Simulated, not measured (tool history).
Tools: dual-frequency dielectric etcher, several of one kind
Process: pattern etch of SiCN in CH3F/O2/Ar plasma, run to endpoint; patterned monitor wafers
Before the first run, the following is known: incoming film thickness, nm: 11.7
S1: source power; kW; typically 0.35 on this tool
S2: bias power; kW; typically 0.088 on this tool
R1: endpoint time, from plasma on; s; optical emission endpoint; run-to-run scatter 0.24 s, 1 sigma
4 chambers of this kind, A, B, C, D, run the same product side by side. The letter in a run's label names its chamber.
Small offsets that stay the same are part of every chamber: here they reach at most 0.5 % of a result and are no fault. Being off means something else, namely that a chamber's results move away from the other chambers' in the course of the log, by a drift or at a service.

Run 1C, hour 12.4: usual settings. Result: R1 30.56 s.
Run 2A, hour 27.4: usual settings. Result: R1 30.197 s.
Run 3D, hour 39.6: usual settings. Result: R1 30.417 s.
Run 4B, hour 50.8: usual settings. Result: R1 30.204 s.
Run 5C, hour 61: usual settings but S1 0.43 kW, S2 0.081 kW. Result: R1 28.784 s.
Run 6A, hour 69.6: usual settings but S1 0.43 kW, S2 0.081 kW. Result: R1 28.934 s.
Run 7D, hour 77.7: usual settings but S1 0.43 kW, S2 0.081 kW. Result: R1 28.677 s.
Run 8B, hour 92.8: usual settings but S1 0.43 kW, S2 0.081 kW. Result: R1 29.076 s.
Run 9B, hour 103.9: usual settings but S2 0.069 kW. Result: R1 33.267 s.
Run 10A, hour 117.3: usual settings but S2 0.069 kW. Result: R1 33.426 s.
Run 11C, hour 127.4: usual settings but S2 0.069 kW. Result: R1 32.985 s.
Run 12D, hour 135.8: usual settings but S2 0.069 kW. Result: R1 33.332 s.
At hour 140.4: chamber C: wet clean of the chamber.
Run 13B, hour 143.2: usual settings. Result: R1 30.762 s.
Run 14A, hour 153.6: usual settings. Result: R1 30.477 s.
Run 15D, hour 167: usual settings. Result: R1 30.302 s.
Run 16C, hour 176.8: usual settings. Result: R1 29.378 s.
Run 17C, hour 185.3: usual settings. Result: R1 28.922 s.
Run 18D, hour 200.1: usual settings. Result: R1 30.372 s.
Run 19A, hour 212.1: usual settings. Result: R1 29.993 s.
Run 20B, hour 226.1: usual settings. Result: R1 29.935 s.
Run 21C, hour 237.2: usual settings. Result: R1 29.127 s.
Run 22B, hour 248.3: usual settings. Result: R1 30.541 s.
Run 23D, hour 262.6: usual settings but S1 0.27 kW. Result: R1 33.593 s.
Run 24A, hour 269.6: usual settings but S1 0.27 kW. Result: R1 33.258 s.
Run 25A, hour 282.6: usual settings but S1 0.27 kW. Result: R1 33.118 s.

Read the log: is a single chamber off, either drifting away or since a service, is the gauge that measures every chamber drifting, or is nothing wrong beyond small per-chamber offsets? Name any odd chamber and what most likely caused it.

A service left chamber C off against the others.
Most likely cause: etch rate over this chamber's usual, % = 4.84.

Here are 4 candidates for chamber C's next run, each the usual settings with a change, their results left as question marks. Which one brings its results back in line with what the others give on the usual settings?
A result is in line if it is within this distance of the other chambers' mean on the usual settings: R1 0.84 s
Run 26C-1, hour 293.9: usual settings but S1 0.37 kW, S2 0.093 kW. Result: R1 ?.
Run 26C-2, hour 293.9: usual settings but S1 0.4 kW, S2 0.099 kW. Result: R1 ?.
Run 26C-3, hour 293.9: usual settings but S2 0.068 kW. Result: R1 ?.
Run 26C-4, hour 293.9: usual settings but S1 0.33 kW, S2 0.083 kW. Result: R1 ?.

Average result of the remaining chambers running the usual settings: R1 30.35 s
  run      R1
26C-1  27.762
26C-2  26.358
26C-3  31.702
26C-4  30.195
The answer is 26C-4, which returns the chamber to within the allowed miss of the others.

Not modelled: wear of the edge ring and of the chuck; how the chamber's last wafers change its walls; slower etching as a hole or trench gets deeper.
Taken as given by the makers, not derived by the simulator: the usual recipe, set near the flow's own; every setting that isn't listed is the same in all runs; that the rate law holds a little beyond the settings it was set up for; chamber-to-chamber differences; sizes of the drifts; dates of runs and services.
